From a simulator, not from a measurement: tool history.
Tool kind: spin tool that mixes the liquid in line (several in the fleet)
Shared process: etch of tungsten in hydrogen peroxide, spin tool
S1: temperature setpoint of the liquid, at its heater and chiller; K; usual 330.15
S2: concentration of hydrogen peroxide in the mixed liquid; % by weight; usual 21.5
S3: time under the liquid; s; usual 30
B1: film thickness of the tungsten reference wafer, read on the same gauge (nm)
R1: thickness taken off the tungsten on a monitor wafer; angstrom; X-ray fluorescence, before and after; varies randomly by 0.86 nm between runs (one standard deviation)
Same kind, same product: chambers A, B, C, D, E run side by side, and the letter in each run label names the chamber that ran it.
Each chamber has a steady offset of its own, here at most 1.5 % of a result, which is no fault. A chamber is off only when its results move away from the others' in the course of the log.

run,hour,S1,S2,S3,B1,R1
# hour 8.6: chamber C: thermometer replaced
1D,9.8,330.15,21.5,30,69.993,1230.40
2B,17.2,330.15,21.5,30,70.003,1224.40
3A,25.7,330.15,21.5,30,69.975,1211.10
4E,32.9,330.15,21.5,30,70.011,1210.60
# hour 35.7: chamber C: peroxide flow meter replaced
5C,41.3,330.15,21.5,30,69.989,1213.50
6E,53.4,330.15,21.5,30,70.003,1208.10
# hour 58.1: chamber A: new drum of peroxide connected
7A,62.5,325.65,21.5,40,70.009,1220.70
# hour 63.7: chamber D: peroxide flow meter replaced
8C,75.9,325.65,21.5,40,70.011,1231.80
9D,87.2,325.65,21.5,40,70.008,1251.00
# hour 96.4: chamber B: thermometer replaced
10B,100.6,325.65,21.5,40,70.008,1216.80
# hour 101.5: chamber B: peroxide flow meter replaced
11B,107.2,325.65,21.5,40,69.990,1219.20
12D,114.5,330.15,21.5,30,70.016,1210.90
# hour 117.0: chamber B: new drum of peroxide connected
13C,122.0,330.15,21.5,30,69.977,1210.50
14A,131.7,330.15,21.5,30,70.022,1204.70
15E,145.4,321.15,21.5,30,70.029,709.57
16A,154.0,321.15,21.5,30,69.999,703.44
17E,164.2,321.15,21.5,30,70.011,710.20
18C,176.5,321.15,21.5,30,69.991,694.25
# hour 184.0: chamber E: peroxide flow meter replaced
19D,185.9,321.15,21.5,30,70.039,694.62
20B,196.3,330.15,21.5,30,70.002,1187.00
21B,204.5,330.15,21.5,30,69.997,1199.20
22D,215.1,330.15,21.5,30,69.997,1165.00
# hour 218.8: chamber E: new drum of peroxide connected
23A,223.7,330.15,21.5,30,70.020,1207.30
24C,230.1,330.15,21.5,30,70.008,1202.00
25E,242.7,330.15,26.0,30,69.990,1360.70
26E,254.1,330.15,26.0,30,69.986,1346.70
27C,260.4,330.15,26.0,30,70.030,1327.80
28B,268.1,330.15,26.0,30,69.989,1328.00
29D,274.7,330.15,26.0,30,69.974,1276.20
30A,287.6,330.15,21.5,30,70.004,1196.20
31C,298.1,330.15,21.5,30,70.002,1214.70

All 5 chambers run these settings next. Forecast each chamber's results:
32A,308.1,330.15,21.5,30,,?
32B,308.1,330.15,21.5,30,,?
32C,308.1,330.15,21.5,30,,?
32D,308.1,330.15,21.5,30,,?
32E,308.1,330.15,21.5,30,,?

run,R1
32A,1209.30
32B,1209.30
32C,1193.70
32D,1145.80
32E,1231.40

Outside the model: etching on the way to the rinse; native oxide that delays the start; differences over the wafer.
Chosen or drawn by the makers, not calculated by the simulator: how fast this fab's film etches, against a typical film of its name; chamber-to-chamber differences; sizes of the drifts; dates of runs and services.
